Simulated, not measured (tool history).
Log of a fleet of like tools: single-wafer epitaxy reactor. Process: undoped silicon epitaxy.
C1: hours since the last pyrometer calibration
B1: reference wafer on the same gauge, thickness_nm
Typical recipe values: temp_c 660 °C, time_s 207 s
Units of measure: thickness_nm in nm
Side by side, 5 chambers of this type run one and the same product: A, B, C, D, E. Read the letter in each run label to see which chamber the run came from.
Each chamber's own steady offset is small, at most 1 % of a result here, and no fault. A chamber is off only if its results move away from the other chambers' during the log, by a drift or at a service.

run 1E hour=7.6 | temp_c=660 time_s=207 | C1=2668.1 | B1=45.008 | thickness_nm=43.269
run 2C hour=13.3 | temp_c=660 time_s=207 | C1=425.9 | B1=45.018 | thickness_nm=42.71
run 3A hour=17.9 | temp_c=660 time_s=207 | C1=162.5 | B1=44.951 | thickness_nm=43.179
run 4D hour=26.3 | temp_c=660 time_s=207 | C1=1226.3 | B1=45.014 | thickness_nm=43.432
run 5B hour=31.8 | temp_c=660 time_s=207 | C1=231 | B1=45.013 | thickness_nm=43.595
run 6D hour=41.2 | temp_c=660 time_s=207 | C1=1241.2 | B1=45.044 | thickness_nm=43.287
run 7E hour=47.9 | temp_c=660 time_s=207 | C1=2708.4 | B1=44.951 | thickness_nm=43.533
run 8A hour=54.9 | temp_c=660 time_s=207 | C1=199.5 | B1=45.031 | thickness_nm=42.874
run 9B hour=63.9 | temp_c=660 time_s=207 | C1=263.1 | B1=44.999 | thickness_nm=42.818
run 10C hour=74.3 | temp_c=648 time_s=229 | C1=486.9 | B1=45.004 | thickness_nm=37.439
run 11B hour=84.8 | temp_c=648 time_s=229 | C1=284 | B1=45.05 | thickness_nm=37.119
run 12D hour=89.7 | temp_c=648 time_s=229 | C1=1289.7 | B1=44.968 | thickness_nm=37.121
run 13A hour=95.2 | temp_c=648 time_s=229 | C1=239.8 | B1=45.002 | thickness_nm=36.998
run 14E hour=102 | temp_c=648 time_s=229 | C1=2762.5 | B1=45.008 | thickness_nm=36.585
run 15C hour=108.9 | temp_c=660 time_s=207 | C1=521.5 | B1=45.034 | thickness_nm=43.017
run 16C hour=113.8 | temp_c=660 time_s=207 | C1=526.4 | B1=45.009 | thickness_nm=43.275
run 17E hour=124.2 | temp_c=660 time_s=207 | C1=2784.7 | B1=45.046 | thickness_nm=43.035
run 18D hour=130.6 | temp_c=660 time_s=207 | C1=1330.6 | B1=45.034 | thickness_nm=43.993
run 19B hour=136.1 | temp_c=660 time_s=207 | C1=335.3 | B1=44.973 | thickness_nm=42.674
run 20A hour=146.4 | temp_c=660 time_s=207 | C1=291 | B1=45.05 | thickness_nm=42.991
run 21A hour=151.4 | temp_c=660 time_s=176 | C1=296 | B1=45.034 | thickness_nm=36.581
run 22B hour=159.3 | temp_c=660 time_s=176 | C1=358.5 | B1=44.969 | thickness_nm=37.158
run 23E hour=165 | temp_c=660 time_s=176 | C1=2825.5 | B1=44.953 | thickness_nm=36.574
run 24D hour=172.3 | temp_c=660 time_s=176 | C1=1372.3 | B1=44.985 | thickness_nm=37.58
run 25C hour=181 | temp_c=660 time_s=176 | C1=593.6 | B1=45.036 | thickness_nm=37.163
run 26B hour=189.8 | temp_c=660 time_s=207 | C1=389 | B1=45.056 | thickness_nm=43.506
run 27E hour=200.1 | temp_c=669 time_s=193 | C1=2860.6 | B1=44.993 | thickness_nm=48.652
run 28A hour=205.3 | temp_c=669 time_s=193 | C1=349.9 | B1=45.031 | thickness_nm=48.422
run 29C hour=210.7 | temp_c=669 time_s=193 | C1=623.3 | B1=44.999 | thickness_nm=48.233
run 30D hour=215.6 | temp_c=669 time_s=193 | C1=1415.6 | B1=44.991 | thickness_nm=50.599
run 31D hour=222.9 | temp_c=669 time_s=193 | C1=1422.9 | B1=45.002 | thickness_nm=51.407
run 32C hour=229.7 | temp_c=653 time_s=245 | C1=642.3 | B1=44.955 | thickness_nm=44.234
run 33A hour=237.6 | temp_c=653 time_s=245 | C1=382.2 | B1=45.006 | thickness_nm=43.879
run 34B hour=246.8 | temp_c=653 time_s=245 | C1=446 | B1=45.025 | thickness_nm=44.147
run 35E hour=251.4 | temp_c=653 time_s=245 | C1=2911.9 | B1=44.972 | thickness_nm=43.547
run 36B hour=261.6 | temp_c=653 time_s=245 | C1=460.8 | B1=44.993 | thickness_nm=44.132
run 37A hour=267.9 | temp_c=660 time_s=207 | C1=412.5 | B1=45.079 | thickness_nm=43.139
run 38E hour=275.8 | temp_c=660 time_s=207 | C1=2936.3 | B1=44.964 | thickness_nm=42.756
run 39C hour=281.5 | temp_c=674 time_s=207 | C1=694.1 | B1=45.023 | thickness_nm=58.517
run 40D hour=287.4 | temp_c=674 time_s=207 | C1=1487.4 | B1=45.068 | thickness_nm=61.954
run 41D hour=295.9 | temp_c=674 time_s=207 | C1=1495.9 | B1=45.075 | thickness_nm=61.843
run 42B hour=302.1 | temp_c=674 time_s=207 | C1=501.3 | B1=45.023 | thickness_nm=57.202
run 43E hour=308.6 | temp_c=674 time_s=207 | C1=2969.1 | B1=44.995 | thickness_nm=57.547
run 44A hour=315.2 | temp_c=652 time_s=207 | C1=459.8 | B1=45.014 | thickness_nm=36.228

Has any chamber moved away from the others, gradually or after a service, or does the common gauge drift, or do the chambers differ only by their own small steady offsets? State the chamber and the most likely cause if one applies.

Little by little, chamber D moves away from the other chambers.
What lies behind it: wafer temperature above the value expected at the setpoint (K) = 3.4.

Here are 4 candidates for chamber D's next run, each the usual settings with a change, their results left as question marks. Which one brings its results back in line with what the others give on the usual settings?
To be in line, a result may differ from the other chambers' mean on the usual settings by at most: thickness_nm 0.88 nm
run 45D-1 hour=322.8 | temp_c=655 time_s=198 | thickness_nm=?
run 45D-2 hour=322.8 | temp_c=660 time_s=224 | thickness_nm=?
run 45D-3 hour=322.8 | temp_c=667 time_s=207 | thickness_nm=?
run 45D-4 hour=322.8 | temp_c=656 time_s=207 | thickness_nm=?

Other chambers, usual settings, mean: thickness_nm 43.105 nm
run=45D-1 thickness_nm=40.109
run=45D-2 thickness_nm=50.462
run=45D-3 thickness_nm=54.009
run=45D-4 thickness_nm=42.836
45D-4 brings the chamber back in line.

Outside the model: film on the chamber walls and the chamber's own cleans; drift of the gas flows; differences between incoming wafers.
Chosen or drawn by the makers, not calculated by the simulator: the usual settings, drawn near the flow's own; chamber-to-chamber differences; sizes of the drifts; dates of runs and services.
